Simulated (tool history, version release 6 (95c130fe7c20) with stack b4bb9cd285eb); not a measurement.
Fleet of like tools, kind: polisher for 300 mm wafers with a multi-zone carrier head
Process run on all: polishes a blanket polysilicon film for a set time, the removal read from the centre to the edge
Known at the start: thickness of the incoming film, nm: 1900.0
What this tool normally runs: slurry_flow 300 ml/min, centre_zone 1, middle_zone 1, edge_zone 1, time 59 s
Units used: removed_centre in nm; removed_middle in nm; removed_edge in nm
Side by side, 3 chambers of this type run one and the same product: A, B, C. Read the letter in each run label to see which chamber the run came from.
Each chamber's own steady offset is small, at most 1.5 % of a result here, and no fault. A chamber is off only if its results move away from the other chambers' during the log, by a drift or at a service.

run	day	slurry_flow	centre_zone	middle_zone	edge_zone	time	removed_centre	removed_middle	removed_edge
# day 0.017: chamber A: worn pad replaced by a new one
1A	0.292	300	1	1	1	59	599.47	604.45	599.05
2B	0.5	300	1	1	1	59	600.4	595.9	613.23
3C	0.779	300	1	1	1	59	600	603.44	605.01
4B	0.996	300	1	1	1	59	603.62	605.38	589.46
# day 1.092: chamber B: worn pad replaced by a new one
5C	1.283	300	1	1	1	74	750.31	747.92	759.92
6A	1.575	300	1	1	1	74	753.61	739.39	756.25
7C	1.717	300	1	1	1	74	751.65	751.6	749.65
# day 1.933: chamber C: worn pad replaced by a new one
8A	2.038	300	1	1.09	1	59	607.96	641.97	596.97
9B	2.308	300	1	1.09	1	59	600.5	657.81	602.62
10B	2.542	300	1	1.09	1	59	602.08	643.33	601.2
# day 2.65: chamber B: slurry nozzle cleaned
11A	2.804	300	1	1	1	59	598.26	587.53	598.51
# day 2.829: chamber B: centre zone pressure recalibrated
12C	2.971	300	1	1	1	59	604.51	609.2	601.84
13A	3.292	300	1	1	1	59	593.24	583.79	603.65
# day 3.329: chamber C: edge zone pressure recalibrated
14B	3.612	300	1	1	1	44	453.61	463.05	448.54
15C	3.762	300	1	1	1	44	450.63	434.25	452.8
# day 3.988: chamber B: worn pad replaced by a new one
16C	4.092	300	1	1	1	44	448.82	444.65	450.66
17A	4.354	300	1	1	1	59	590.83	579.42	600.97
# day 4.438: chamber A: worn pad replaced by a new one
18B	4.667	300	1	1	1	59	610.08	613.3	601.78
19A	4.95	300	1	1	1	59	594.16	595.19	600.52
20B	5.162	300	1	1	1	59	610.02	605.01	607.67
21C	5.442	300	1	1	1	59	606.27	598.49	606.52
22B	5.646	300	1	1	1	59	607.55	597.95	600.71
23A	5.871	210	1	1	1	51	488.03	491.47	489.53
24C	6.112	210	1	1	1	51	499.93	499.91	506.6
25B	6.346	210	1	1	1	51	494.56	496.02	520.09
26A	6.5	300	1	1	1	59	592.37	585.66	593.59
# day 6.775: chamber B: worn pad replaced by a new one
27C	6.825	300	1	1	1	59	592.13	595.85	603.32
28C	7.142	300	1	1	1	41	422.81	414.41	423.16
29A	7.425	300	1	1	1	41	406.24	402.43	411.46
30B	7.696	300	1	1	1	41	415.38	414.98	421.66
31A	7.988	270	1	1	1	59	572.56	563.98	585.28
32B	8.154	270	1	1	1	59	594.59	609.43	597.18
33C	8.333	270	1	1	1	59	602.33	582	609.02
34B	8.558	300	1	1	1	59	606.3	610.15	593.44
# day 8.638: chamber C: worn pad replaced by a new one
35A	8.867	300	1	1	1	59	577.27	564.42	586.81
# day 9.058: chamber A: worn pad replaced by a new one
36C	9.062	300	1	1	1	59	602.17	582.15	604.88
37C	9.342	300	1	1	1	59	602.3	598.18	601.19
38A	9.562	300	1	1	1	59	565.93	573.47	580.23

Next, all 3 chambers run the settings below, one line each with question marks for the results. What does each chamber give?
39A	9.8	300	1	1	1	59	?	?	?
39B	9.8	300	1	1	1	59	?	?	?
39C	9.8	300	1	1	1	59	?	?	?

run	removed_centre	removed_middle	removed_edge
39A	574.68	578.71	585.19
39B	598.6	611.49	604.96
39C	601.73	602.1	608.74

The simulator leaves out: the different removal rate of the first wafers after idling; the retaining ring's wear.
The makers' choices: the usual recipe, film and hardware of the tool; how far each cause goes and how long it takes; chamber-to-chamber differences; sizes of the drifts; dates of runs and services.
